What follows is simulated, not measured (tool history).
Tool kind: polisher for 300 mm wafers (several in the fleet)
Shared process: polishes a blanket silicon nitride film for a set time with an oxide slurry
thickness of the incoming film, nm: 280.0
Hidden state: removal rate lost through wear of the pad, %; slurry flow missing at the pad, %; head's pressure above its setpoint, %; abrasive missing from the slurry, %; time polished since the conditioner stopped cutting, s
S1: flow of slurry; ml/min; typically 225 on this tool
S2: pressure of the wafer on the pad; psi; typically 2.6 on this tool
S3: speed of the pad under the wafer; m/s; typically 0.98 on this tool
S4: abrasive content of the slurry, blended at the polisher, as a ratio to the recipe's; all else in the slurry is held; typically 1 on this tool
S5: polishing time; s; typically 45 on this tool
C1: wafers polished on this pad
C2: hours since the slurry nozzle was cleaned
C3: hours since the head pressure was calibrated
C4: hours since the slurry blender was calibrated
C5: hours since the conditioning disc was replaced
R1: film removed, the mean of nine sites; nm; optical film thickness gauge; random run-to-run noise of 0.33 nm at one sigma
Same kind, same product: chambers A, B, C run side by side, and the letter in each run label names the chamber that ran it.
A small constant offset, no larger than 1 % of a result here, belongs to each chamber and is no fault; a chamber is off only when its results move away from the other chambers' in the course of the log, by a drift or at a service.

run   hour   S1   S2    S3  S4  S5    C1     C2      C3     C4     C5      R1
       9.6  -- chamber B: head pressure recalibrated
 1B   13.3  225  2.6  0.98   1  45   546  114.6     3.8  131.8  197.9  23.641
 2C   19.2  225  2.6  0.98   1  45   527  741.2   927.3  154.1   60.3  24.418
      28.2  -- chamber A: conditioning disc replaced and pad reconditioned
 3A   29.4  225  2.6  0.98   1  45   422  495.2   819.5     80    1.2  24.036
      30.9  -- chamber C: worn pad replaced by a new one
 4B   36.7  225  2.6  0.98   1  45   726    138    27.2  155.2  221.3  24.444
        48  -- chamber B: slurry blender recalibrated
 5C   49.2  225  2.6  0.98   1  45   141  771.2   957.3  184.1   90.3  24.173
 6A   59.5  225  2.6  0.98   1  45   654  525.3   849.6  110.1   31.3  24.748
        60  -- chamber C: slurry nozzle cleaned
 7C   71.6  225  2.6  0.98   1  45   313   11.6   979.7  206.5  112.7  24.017
 8B     80  225  2.6  0.98   1  45  1060  181.3    70.5   32.1  264.6  24.187
      86.8  -- chamber A: worn pad replaced by a new one
 9A   87.4  225  2.6  0.98   1  45     5  553.2   877.5    138   59.2  24.321
10A   93.6  250  2.6  0.98   1  45    53  559.4   883.7  144.2   65.4  24.451
11B  106.6  250  2.6  0.98   1  45  1265  207.9    97.1   58.7  291.2  24.296
     108.3  -- chamber C: worn pad replaced by a new one
12C  117.6  250  2.6  0.98   1  45    72   57.6  1025.7  252.5  158.7  24.797
     122.9  -- chamber B: worn pad replaced by a new one
13C  127.6  225  2.6  0.98   1  45   149   67.6  1035.7  262.5  168.7  23.875
     132.4  -- chamber C: conditioning disc replaced and pad reconditioned
14A  139.5  225  2.6  0.98   1  45   406  605.3   929.6  190.1  111.3  24.911
15B  149.7  225  2.6  0.98   1  45   207    251   140.2  101.8  334.3  23.893
16A  157.7  225  2.6  0.98   1  45   546  623.5   947.8  208.3  129.5  24.016
     161.9  -- chamber A: slurry nozzle cleaned
17C  169.8  225  2.6  0.98   1  45   474  109.8  1077.9  304.7   37.4  24.556
     173.6  -- chamber C: slurry blender recalibrated
     175.6  -- chamber A: worn pad replaced by a new one
18B  176.3  225  2.6  0.98   1  45   411  277.6   166.8  128.4  360.9  24.091
19B  187.6  225  2.6  0.98   1  29   499  288.9   178.1  139.7  372.2   15.66
     197.6  -- chamber C: worn pad replaced by a new one
20C    198  225  2.6  0.98   1  29     3    138  1106.1   24.4   65.6  15.237
21A  210.1  225  2.6  0.98   1  29   266   48.3  1000.2  260.7  181.9   15.77
22A  221.8  185  2.6  0.98   1  45   356     60  1011.9  272.4  193.6  23.461
23B  232.3  185  2.6  0.98   1  45   843  333.6   222.8  184.4  416.9  23.398
       240  -- chamber B: slurry blender recalibrated
24C  244.2  185  2.6  0.98   1  45   359  184.2  1152.3   70.6  111.8  23.506
25C  256.8  225  2.6  0.74   1  56   456  196.8  1164.9   83.2  124.4  24.173
26A  263.8  225  2.6  0.74   1  56   679    102  1053.9  314.4  235.6  23.958
     268.4  -- chamber A: slurry blender recalibrated
27B  275.6  225  2.6  0.74   1  56  1176  376.9   266.1   35.6  460.2  23.453
     282.2  -- chamber B: worn pad replaced by a new one
     285.6  -- chamber A: worn pad replaced by a new one
     286.9  -- chamber C: worn pad replaced by a new one
28B  287.7  225  2.6  0.98   1  45    42    389   278.2   47.7  472.3  23.124
29C  295.5  225  2.6  0.98   1  45    66  235.5  1203.6  121.9  163.1  24.389
       304  -- chamber C: conditioning disc replaced and pad reconditioned
30A  306.6  150  2.6  0.98   1  45   161  144.8  1096.7   38.3  278.4  22.703
       308  -- chamber C: head pressure recalibrated
31A  319.4  150  2.6  0.98   1  45   260  157.6  1109.5   51.1  291.2  22.231
32B  326.3  150  2.6  0.98   1  45   339  427.6   316.8   86.3  510.9   22.76
33C    334  225  2.6  0.98   1  45   363    274      26  160.4     30  24.146
34C  343.1  225  2.6  0.98   1  45   433  283.1    35.1  169.5   39.1  23.827
35A  350.7  225  2.6  0.98   1  45   501  188.9  1140.8   82.4  322.5  24.232
36B  357.9  225  2.6  0.98   1  45   583  459.2   348.4  117.9  542.5  23.774
37A  369.4  225  2.6  0.98   1  45   645  207.6  1159.5  101.1  341.2  23.953
     376.3  -- chamber C: worn pad replaced by a new one
38C  378.3  225  2.6  0.98   1  45    15  318.3    70.3  204.7   74.3  23.989

Has any chamber moved away from the others, gradually or after a service, or does the common gauge drift, or do the chambers differ only by their own small steady offsets? State the chamber and the most likely cause if one applies.

Nothing is wrong: each chamber keeps only its own small, steady offset and the gauge holds still.
